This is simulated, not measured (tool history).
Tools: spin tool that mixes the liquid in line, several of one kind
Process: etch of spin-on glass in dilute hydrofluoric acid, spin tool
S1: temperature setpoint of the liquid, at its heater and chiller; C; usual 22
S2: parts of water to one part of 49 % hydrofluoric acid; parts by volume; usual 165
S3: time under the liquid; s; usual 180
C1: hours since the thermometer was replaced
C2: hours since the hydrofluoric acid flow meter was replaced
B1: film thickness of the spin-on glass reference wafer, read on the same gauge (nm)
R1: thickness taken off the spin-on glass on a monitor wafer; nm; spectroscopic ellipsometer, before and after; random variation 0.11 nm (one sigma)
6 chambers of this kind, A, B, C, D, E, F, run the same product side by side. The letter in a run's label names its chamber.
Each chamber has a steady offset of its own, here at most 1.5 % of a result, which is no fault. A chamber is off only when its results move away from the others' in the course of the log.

run	day	S1	S2	S3	C1	C2	B1	R1
1C	0.179	22	165	180	803.6	636.4	70.026	21.309
2B	0.450	22	165	180	74.4	397.7	69.988	21.292
3F	0.750	22	165	180	439.7	2044.6	70.000	21.493
4E	1.075	22	165	180	1362.8	324.1	69.998	21.303
5D	1.321	22	165	180	222.1	487.1	69.996	21.364
6A	1.658	22	165	180	923.7	501.1	69.997	20.890
7C	1.946	22	165	180	846.0	678.8	69.978	21.411
8E	2.288	22	165	180	1391.9	353.2	69.998	21.057
9A	2.458	22	165	180	942.9	520.3	69.972	20.983
10D	2.812	22	200	180	257.9	522.9	69.981	17.030
11B	3.008	22	200	180	135.8	459.1	69.960	17.120
12F	3.354	22	200	180	502.2	2107.1	70.008	17.058
13E	3.692	22	200	180	1425.6	386.9	69.979	16.652
# day 3.729: chamber F: thermometer replaced
14D	4.017	22	200	180	286.8	551.8	70.010	16.850
15A	4.321	22	200	180	987.6	565.0	70.009	16.937
16C	4.546	24	165	180	908.4	741.2	70.010	22.768
17F	4.812	24	165	180	26.0	2142.1	69.989	23.138
18B	5.029	24	165	180	184.3	507.6	70.027	22.538
19E	5.296	24	165	180	1464.1	425.4	70.033	22.852
20D	5.604	24	165	180	324.9	589.9	69.994	22.946
21A	5.862	24	165	180	1024.6	602.0	69.990	22.605
22C	6.033	22	165	180	944.1	776.9	69.996	21.315
23B	6.308	22	165	180	215.0	538.3	69.967	20.931
24F	6.492	18	100	180	66.3	2182.4	70.028	32.695
25D	6.696	18	100	180	351.1	616.1	69.984	32.498
26A	6.904	18	100	180	1049.6	627.0	70.002	31.466
27F	7.071	18	100	180	80.2	2196.3	70.036	32.680
28C	7.367	18	100	180	976.1	808.9	69.954	31.737
29E	7.583	18	100	180	1519.0	480.3	69.965	32.255
30B	7.775	25	165	130	250.2	573.5	69.979	16.595
31A	7.992	25	165	130	1075.7	653.1	69.995	17.163
32B	8.246	25	165	130	261.5	584.8	70.005	16.564
33D	8.433	25	165	130	392.8	657.8	69.975	17.248
34F	8.642	25	165	130	117.9	2234.0	69.973	17.312
35E	8.908	25	165	130	1550.8	512.1	70.004	17.063
36C	9.225	22	165	180	1020.7	853.5	69.988	21.297
37E	9.517	22	165	180	1565.4	526.7	70.016	21.223

All 6 chambers run these settings next. Forecast each chamber's results:
38A	9.783	22	165	100				?
38B	9.783	22	165	100				?
38C	9.783	22	165	100				?
38D	9.783	22	165	100				?
38E	9.783	22	165	100				?
38F	9.783	22	165	100				?

run	R1
38A	11.768
38B	11.155
38C	11.976
38D	11.786
38E	11.781
38F	11.891

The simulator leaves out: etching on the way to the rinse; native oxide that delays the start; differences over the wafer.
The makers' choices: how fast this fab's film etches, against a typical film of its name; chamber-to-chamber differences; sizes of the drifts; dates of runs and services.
